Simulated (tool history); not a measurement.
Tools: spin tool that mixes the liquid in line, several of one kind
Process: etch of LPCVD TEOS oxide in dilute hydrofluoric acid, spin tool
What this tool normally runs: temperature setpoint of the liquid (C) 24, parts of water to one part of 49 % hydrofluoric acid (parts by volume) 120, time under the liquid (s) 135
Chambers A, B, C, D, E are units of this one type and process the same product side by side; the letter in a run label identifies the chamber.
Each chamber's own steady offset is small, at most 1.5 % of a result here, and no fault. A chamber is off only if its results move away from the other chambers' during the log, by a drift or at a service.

| run | hour | temperature setpoint of the liquid (C) | parts of water to one part of 49 % hydrofluoric acid (parts by volume) | time under the liquid (s) | read-back film thickness of the LPCVD TEOS oxide reference wafer, read on the same gauge (nm) | thickness taken off the LPCVD TEOS oxide on a monitor wafer (nm) |
|---|---|---|---|---|---|---|
| 1D | 5.7 | 24 | 120 | 135 | 140 | 20.38 |
| 2C | 8.5 | 24 | 120 | 135 | 140 | 20.353 |
|  | 10.7 | chamber A: thermometer replaced |
| 3B | 14.7 | 24 | 120 | 135 | 139.99 | 19.786 |
| 4E | 18.8 | 24 | 120 | 135 | 140.01 | 20.261 |
| 5A | 23 | 24 | 120 | 135 | 140.02 | 19.834 |
| 6B | 29 | 21 | 120 | 200 | 139.99 | 26.775 |
| 7D | 33.7 | 21 | 120 | 200 | 139.99 | 26.949 |
| 8C | 38.5 | 21 | 120 | 200 | 139.99 | 26.4 |
| 9A | 43.6 | 21 | 120 | 200 | 140.01 | 25.9 |
| 10E | 48.1 | 21 | 120 | 200 | 140 | 26.574 |
| 11D | 53.3 | 24 | 120 | 135 | 140.04 | 19.943 |
| 12B | 56.8 | 24 | 120 | 135 | 140.02 | 19.962 |
| 13E | 62.4 | 21 | 120 | 135 | 139.98 | 18.097 |
| 14A | 66.9 | 21 | 120 | 135 | 140 | 17.344 |
| 15C | 73.1 | 21 | 120 | 135 | 139.99 | 17.944 |
| 16C | 78.4 | 21 | 120 | 135 | 140 | 18.079 |
| 17B | 82 | 21 | 120 | 135 | 139.98 | 17.749 |
| 18E | 87.5 | 24 | 120 | 135 | 140 | 20.204 |
| 19D | 92.7 | 24 | 120 | 135 | 140.02 | 20.368 |
| 20A | 97.4 | 27 | 120 | 135 | 139.99 | 21.563 |
| 21D | 103.5 | 27 | 120 | 135 | 139.99 | 23.069 |
| 22C | 107.9 | 27 | 120 | 135 | 140 | 22.383 |
| 23A | 112 | 27 | 120 | 135 | 139.98 | 21.27 |
| 24B | 115.3 | 27 | 120 | 135 | 140 | 22.743 |
| 25E | 118.6 | 24 | 95 | 135 | 140.01 | 26.027 |
| 26B | 124.5 | 24 | 95 | 135 | 139.98 | 26.194 |
| 27D | 130.2 | 24 | 95 | 135 | 139.99 | 26.462 |
| 28A | 134.7 | 24 | 95 | 135 | 140.01 | 24.62 |
| 29E | 137.8 | 24 | 95 | 135 | 140 | 26.27 |
| 30C | 141.9 | 24 | 120 | 135 | 140 | 19.927 |
| 31C | 146.6 | 24 | 120 | 135 | 140 | 20.315 |
| 32B | 151.3 | 24 | 120 | 135 | 139.99 | 20.197 |
| 33A | 156.2 | 24 | 120 | 135 | 140.03 | 18.803 |
| 34D | 162.4 | 24 | 120 | 135 | 139.98 | 20.544 |

One chamber off, gauge drift, or nothing amiss beyond the chambers' own small offsets? If it is a chamber, which one, and what is the likeliest cause?

Little by little, chamber A moves away from the other chambers.
What lies behind it: hydrofluoric acid flow below the setpoint (%) = 4.25.
With only this log, it may be confused with: liquid colder than its thermometer reads (K).

Below are 4 candidate recipes for chamber A's next run, each the usual settings with a change, their results shown as question marks. Which of them brings A's results back in line with what the other chambers give on the usual settings?
In line means no further than this from the other chambers' mean on the usual settings: thickness taken off the LPCVD TEOS oxide on a monitor wafer (nm) 0.53
| 35A-1 | 166.9 | 22.5 | 120 | 135 |  | ? |
| 35A-2 | 166.9 | 24 | 120 | 145 |  | ? |
| 35A-3 | 166.9 | 24 | 115 | 145 |  | ? |
| 35A-4 | 166.9 | 24 | 125 | 125 |  | ? |

On the usual settings, the other chambers give on average: thickness taken off the LPCVD TEOS oxide on a monitor wafer (nm) 20.185
| run | thickness taken off the LPCVD TEOS oxide on a monitor wafer (nm) |
|---|---|
| 35A-1 | 17.777 |
| 35A-2 | 20.242 |
| 35A-3 | 21.237 |
| 35A-4 | 16.66 |
35A-2 puts the chamber back in line with the other chambers.

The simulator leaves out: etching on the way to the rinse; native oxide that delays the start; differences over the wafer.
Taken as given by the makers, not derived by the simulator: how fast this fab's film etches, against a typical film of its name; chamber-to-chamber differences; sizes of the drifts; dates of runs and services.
